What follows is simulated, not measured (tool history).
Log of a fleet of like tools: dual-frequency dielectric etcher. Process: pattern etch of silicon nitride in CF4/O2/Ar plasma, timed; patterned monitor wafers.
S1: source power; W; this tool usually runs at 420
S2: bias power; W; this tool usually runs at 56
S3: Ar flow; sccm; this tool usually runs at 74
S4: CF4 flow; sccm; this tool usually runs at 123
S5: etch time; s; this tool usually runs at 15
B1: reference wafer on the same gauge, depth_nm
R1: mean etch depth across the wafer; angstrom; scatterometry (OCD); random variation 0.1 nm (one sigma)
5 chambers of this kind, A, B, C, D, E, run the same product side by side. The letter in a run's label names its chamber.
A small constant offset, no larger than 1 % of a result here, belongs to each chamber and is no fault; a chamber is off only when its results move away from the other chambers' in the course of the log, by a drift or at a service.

{"run": "1A", "day": 0.308, "S1": 420, "S2": 56, "S3": 74, "S4": 123, "S5": 15, "B1": 21.793, "R1": 270.99}
{"day": 0.388, "done": "chamber B: wet clean of the chamber"}
{"day": 0.525, "done": "chamber B: Ar flow controller replaced"}
{"run": "2B", "day": 0.546, "S1": 420, "S2": 56, "S3": 74, "S4": 123, "S5": 15, "B1": 21.799, "R1": 268.2}
{"run": "3E", "day": 1.079, "S1": 420, "S2": 56, "S3": 74, "S4": 123, "S5": 15, "B1": 21.779, "R1": 270.19}
{"run": "4C", "day": 1.446, "S1": 420, "S2": 56, "S3": 74, "S4": 123, "S5": 15, "B1": 21.795, "R1": 266.96}
{"run": "5D", "day": 1.796, "S1": 420, "S2": 56, "S3": 74, "S4": 123, "S5": 15, "B1": 21.812, "R1": 268.1}
{"run": "6D", "day": 2.171, "S1": 420, "S2": 56, "S3": 74, "S4": 123, "S5": 15, "B1": 21.791, "R1": 269.31}
{"day": 2.346, "done": "chamber A: bias power generator calibrated"}
{"run": "7C", "day": 2.667, "S1": 420, "S2": 64, "S3": 74, "S4": 123, "S5": 15, "B1": 21.813, "R1": 281.25}
{"run": "8A", "day": 3.179, "S1": 420, "S2": 64, "S3": 74, "S4": 123, "S5": 15, "B1": 21.795, "R1": 287.24}
{"run": "9E", "day": 3.675, "S1": 420, "S2": 64, "S3": 74, "S4": 123, "S5": 15, "B1": 21.796, "R1": 282.34}
{"run": "10B", "day": 3.933, "S1": 420, "S2": 64, "S3": 74, "S4": 123, "S5": 15, "B1": 21.813, "R1": 284.81}
{"run": "11A", "day": 4.379, "S1": 420, "S2": 64, "S3": 74, "S4": 123, "S5": 15, "B1": 21.792, "R1": 286.22}
{"run": "12D", "day": 4.696, "S1": 420, "S2": 56, "S3": 74, "S4": 123, "S5": 15, "B1": 21.805, "R1": 268.88}
{"run": "13E", "day": 5.133, "S1": 420, "S2": 56, "S3": 74, "S4": 123, "S5": 15, "B1": 21.782, "R1": 267.41}
{"run": "14C", "day": 5.65, "S1": 420, "S2": 56, "S3": 74, "S4": 123, "S5": 15, "B1": 21.82, "R1": 266.7}
{"run": "15B", "day": 6.112, "S1": 420, "S2": 56, "S3": 74, "S4": 123, "S5": 15, "B1": 21.809, "R1": 270.43}
{"run": "16D", "day": 6.417, "S1": 420, "S2": 56, "S3": 74, "S4": 123, "S5": 15, "B1": 21.807, "R1": 271.88}
{"run": "17E", "day": 6.896, "S1": 420, "S2": 56, "S3": 74, "S4": 123, "S5": 15, "B1": 21.799, "R1": 269}
{"run": "18B", "day": 7.158, "S1": 420, "S2": 56, "S3": 74, "S4": 123, "S5": 15, "B1": 21.788, "R1": 271.31}
{"day": 7.504, "done": "chamber E: wet clean of the chamber"}
{"run": "19A", "day": 7.525, "S1": 420, "S2": 56, "S3": 74, "S4": 123, "S5": 15, "B1": 21.801, "R1": 271.33}
{"run": "20C", "day": 7.929, "S1": 420, "S2": 56, "S3": 74, "S4": 123, "S5": 15, "B1": 21.811, "R1": 268.61}
{"run": "21A", "day": 8.167, "S1": 420, "S2": 56, "S3": 74, "S4": 123, "S5": 15, "B1": 21.807, "R1": 271.01}
{"day": 8.333, "done": "chamber C: wet clean of the chamber"}
{"run": "22E", "day": 8.675, "S1": 420, "S2": 56, "S3": 74, "S4": 123, "S5": 15, "B1": 21.8, "R1": 268.35}
{"run": "23D", "day": 8.929, "S1": 420, "S2": 56, "S3": 74, "S4": 123, "S5": 15, "B1": 21.799, "R1": 270.23}
{"run": "24B", "day": 9.342, "S1": 420, "S2": 56, "S3": 74, "S4": 123, "S5": 15, "B1": 21.785, "R1": 271.7}
{"run": "25C", "day": 9.667, "S1": 420, "S2": 56, "S3": 74, "S4": 123, "S5": 15, "B1": 21.809, "R1": 266.56}
{"run": "26B", "day": 10.196, "S1": 420, "S2": 56, "S3": 74, "S4": 123, "S5": 15, "B1": 21.787, "R1": 271.77}
{"run": "27E", "day": 10.529, "S1": 420, "S2": 56, "S3": 74, "S4": 123, "S5": 15, "B1": 21.803, "R1": 269.82}
{"run": "28A", "day": 10.971, "S1": 420, "S2": 56, "S3": 74, "S4": 123, "S5": 15, "B1": 21.786, "R1": 272.32}
{"run": "29D", "day": 11.3, "S1": 420, "S2": 56, "S3": 74, "S4": 123, "S5": 15, "B1": 21.813, "R1": 268.7}
{"run": "30C", "day": 11.696, "S1": 420, "S2": 56, "S3": 74, "S4": 123, "S5": 15, "B1": 21.801, "R1": 266.24}
{"run": "31B", "day": 11.988, "S1": 420, "S2": 56, "S3": 74, "S4": 123, "S5": 15, "B1": 21.805, "R1": 271.68}
{"run": "32E", "day": 12.417, "S1": 420, "S2": 56, "S3": 74, "S4": 123, "S5": 15, "B1": 21.784, "R1": 268.82}

Is one chamber out of step, is the gauge drifting, or do the chambers differ by no more than their own small offsets? For an off chamber, give its letter and the likeliest cause.

Neither any chamber nor the gauge drifts; the chambers differ only by their own small, steady offsets.
